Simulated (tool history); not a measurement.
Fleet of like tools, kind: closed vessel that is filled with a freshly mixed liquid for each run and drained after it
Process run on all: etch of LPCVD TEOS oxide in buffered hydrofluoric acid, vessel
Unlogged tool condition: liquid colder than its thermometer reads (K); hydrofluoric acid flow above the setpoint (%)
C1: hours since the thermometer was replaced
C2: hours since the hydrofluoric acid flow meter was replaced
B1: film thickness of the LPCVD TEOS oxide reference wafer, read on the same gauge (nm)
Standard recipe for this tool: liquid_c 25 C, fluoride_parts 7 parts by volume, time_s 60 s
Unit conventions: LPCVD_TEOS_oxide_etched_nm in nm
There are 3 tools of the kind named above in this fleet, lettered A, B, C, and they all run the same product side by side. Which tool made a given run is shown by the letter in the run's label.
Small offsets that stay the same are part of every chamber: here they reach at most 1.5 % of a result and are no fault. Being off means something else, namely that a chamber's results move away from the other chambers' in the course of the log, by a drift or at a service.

run 1A day=0.2 | liquid_c=25 fluoride_parts=7 time_s=60 | C1=1857.6 C2=16.5 | B1=89.992 | LPCVD_TEOS_oxide_etched_nm=141.38
run 2C day=0.412 | liquid_c=25 fluoride_parts=7 time_s=60 | C1=1746 C2=468.9 | B1=89.976 | LPCVD_TEOS_oxide_etched_nm=147.01
run 3B day=0.633 | liquid_c=25 fluoride_parts=7 time_s=60 | C1=769.5 C2=254.5 | B1=89.929 | LPCVD_TEOS_oxide_etched_nm=144.96
run 4B day=0.779 | liquid_c=25 fluoride_parts=7 time_s=60 | C1=773 C2=258 | B1=90.015 | LPCVD_TEOS_oxide_etched_nm=146.52
run 5A day=1.038 | liquid_c=25 fluoride_parts=7 time_s=60 | C1=1877.7 C2=36.6 | B1=90.034 | LPCVD_TEOS_oxide_etched_nm=143.83
run 6C day=1.25 | liquid_c=25 fluoride_parts=7 time_s=60 | C1=1766.1 C2=489 | B1=90.014 | LPCVD_TEOS_oxide_etched_nm=145.03
run 7C day=1.55 | liquid_c=25 fluoride_parts=7 time_s=60 | C1=1773.3 C2=496.2 | B1=89.978 | LPCVD_TEOS_oxide_etched_nm=144.21
run 8A day=1.825 | liquid_c=25 fluoride_parts=7 time_s=40 | C1=1896.6 C2=55.5 | B1=89.991 | LPCVD_TEOS_oxide_etched_nm=95.379
run 9B day=1.979 | liquid_c=25 fluoride_parts=7 time_s=40 | C1=801.8 C2=286.8 | B1=89.994 | LPCVD_TEOS_oxide_etched_nm=97.427
run 10A day=2.196 | liquid_c=25 fluoride_parts=7 time_s=40 | C1=1905.5 C2=64.4 | B1=90.015 | LPCVD_TEOS_oxide_etched_nm=95.778
run 11C day=2.479 | liquid_c=25 fluoride_parts=7 time_s=60 | C1=1795.6 C2=518.5 | B1=89.989 | LPCVD_TEOS_oxide_etched_nm=146.08
run 12B day=2.688 | liquid_c=25 fluoride_parts=7 time_s=60 | C1=818.8 C2=303.8 | B1=89.963 | LPCVD_TEOS_oxide_etched_nm=145.74
run 13C day=2.983 | liquid_c=25 fluoride_parts=7 time_s=60 | C1=1807.7 C2=530.6 | B1=89.987 | LPCVD_TEOS_oxide_etched_nm=145.25
run 14A day=3.225 | liquid_c=25 fluoride_parts=7 time_s=60 | C1=1930.2 C2=89.1 | B1=89.973 | LPCVD_TEOS_oxide_etched_nm=145.84
run 15B day=3.525 | liquid_c=25 fluoride_parts=7 time_s=60 | C1=838.9 C2=323.9 | B1=90.008 | LPCVD_TEOS_oxide_etched_nm=142.57
run 16C day=3.792 | liquid_c=25 fluoride_parts=7 time_s=60 | C1=1827.1 C2=550 | B1=89.989 | LPCVD_TEOS_oxide_etched_nm=142.87
run 17A day=4.033 | liquid_c=25 fluoride_parts=6 time_s=60 | C1=1949.6 C2=108.5 | B1=89.982 | LPCVD_TEOS_oxide_etched_nm=164.19
run 18B day=4.304 | liquid_c=25 fluoride_parts=6 time_s=60 | C1=857.6 C2=342.6 | B1=89.977 | LPCVD_TEOS_oxide_etched_nm=163.97
run 19B day=4.5 | liquid_c=25 fluoride_parts=6 time_s=60 | C1=862.3 C2=347.3 | B1=90.015 | LPCVD_TEOS_oxide_etched_nm=166.52
run 20C day=4.712 | liquid_c=25 fluoride_parts=7 time_s=60 | C1=1849.2 C2=572.1 | B1=89.978 | LPCVD_TEOS_oxide_etched_nm=144.7
run 21A day=4.979 | liquid_c=25 fluoride_parts=7 time_s=60 | C1=1972.3 C2=131.2 | B1=90.022 | LPCVD_TEOS_oxide_etched_nm=142.51
run 22B day=5.242 | liquid_c=25 fluoride_parts=7 time_s=60 | C1=880.1 C2=365.1 | B1=90.018 | LPCVD_TEOS_oxide_etched_nm=145.95
run 23C day=5.446 | liquid_c=20.5 fluoride_parts=7 time_s=60 | C1=1866.8 C2=589.7 | B1=89.982 | LPCVD_TEOS_oxide_etched_nm=112.54
run 24A day=5.608 | liquid_c=20.5 fluoride_parts=7 time_s=60 | C1=1987.4 C2=146.3 | B1=89.99 | LPCVD_TEOS_oxide_etched_nm=113.38
run 25A day=5.867 | liquid_c=20.5 fluoride_parts=7 time_s=60 | C1=1993.6 C2=152.5 | B1=90.027 | LPCVD_TEOS_oxide_etched_nm=112.69
run 26B day=5.996 | liquid_c=25 fluoride_parts=7 time_s=60 | C1=898.2 C2=383.2 | B1=89.964 | LPCVD_TEOS_oxide_etched_nm=146.07
run 27C day=6.208 | liquid_c=25 fluoride_parts=7 time_s=60 | C1=1885.1 C2=608 | B1=90.034 | LPCVD_TEOS_oxide_etched_nm=144.11
run 28C day=6.504 | liquid_c=25 fluoride_parts=7 time_s=60 | C1=1892.2 C2=615.1 | B1=89.962 | LPCVD_TEOS_oxide_etched_nm=146.13
run 29B day=6.658 | liquid_c=25 fluoride_parts=7 time_s=60 | C1=914.1 C2=399.1 | B1=90.006 | LPCVD_TEOS_oxide_etched_nm=144.39
run 30A day=6.858 | liquid_c=25 fluoride_parts=7 time_s=60 | C1=2017.4 C2=176.3 | B1=90.03 | LPCVD_TEOS_oxide_etched_nm=141.82
run 31B day=7.1 | liquid_c=25 fluoride_parts=7 time_s=60 | C1=924.7 C2=409.7 | B1=89.965 | LPCVD_TEOS_oxide_etched_nm=145.35
run 32A day=7.254 | liquid_c=25 fluoride_parts=7 time_s=60 | C1=2026.9 C2=185.8 | B1=90.029 | LPCVD_TEOS_oxide_etched_nm=142.79
run 33C day=7.554 | liquid_c=25 fluoride_parts=7 time_s=60 | C1=1917.4 C2=640.3 | B1=89.997 | LPCVD_TEOS_oxide_etched_nm=144.06
run 34A day=7.75 | liquid_c=25 fluoride_parts=7 time_s=60 | C1=2038.8 C2=197.7 | B1=89.992 | LPCVD_TEOS_oxide_etched_nm=144.9
run 35C day=7.954 | liquid_c=25 fluoride_parts=7 time_s=60 | C1=1927 C2=649.9 | B1=90.01 | LPCVD_TEOS_oxide_etched_nm=143.37
run 36B day=8.196 | liquid_c=25 fluoride_parts=7 time_s=60 | C1=951 C2=436 | B1=89.957 | LPCVD_TEOS_oxide_etched_nm=144.19
run 37C day=8.425 | liquid_c=25 fluoride_parts=7 time_s=60 | C1=1938.3 C2=661.2 | B1=89.986 | LPCVD_TEOS_oxide_etched_nm=144.8
run 38B day=8.571 | liquid_c=25 fluoride_parts=5 time_s=45 | C1=960 C2=445 | B1=89.998 | LPCVD_TEOS_oxide_etched_nm=143.74

The same settings go to every chamber for the next run, one line per chamber below. Forecast the results for each:
run 39A day=8.783 | liquid_c=25 fluoride_parts=7 time_s=60 | LPCVD_TEOS_oxide_etched_nm=?
run 39B day=8.783 | liquid_c=25 fluoride_parts=7 time_s=60 | LPCVD_TEOS_oxide_etched_nm=?
run 39C day=8.783 | liquid_c=25 fluoride_parts=7 time_s=60 | LPCVD_TEOS_oxide_etched_nm=?

run=39A LPCVD_TEOS_oxide_etched_nm=141.8
run=39B LPCVD_TEOS_oxide_etched_nm=144.33
run=39C LPCVD_TEOS_oxide_etched_nm=142.93
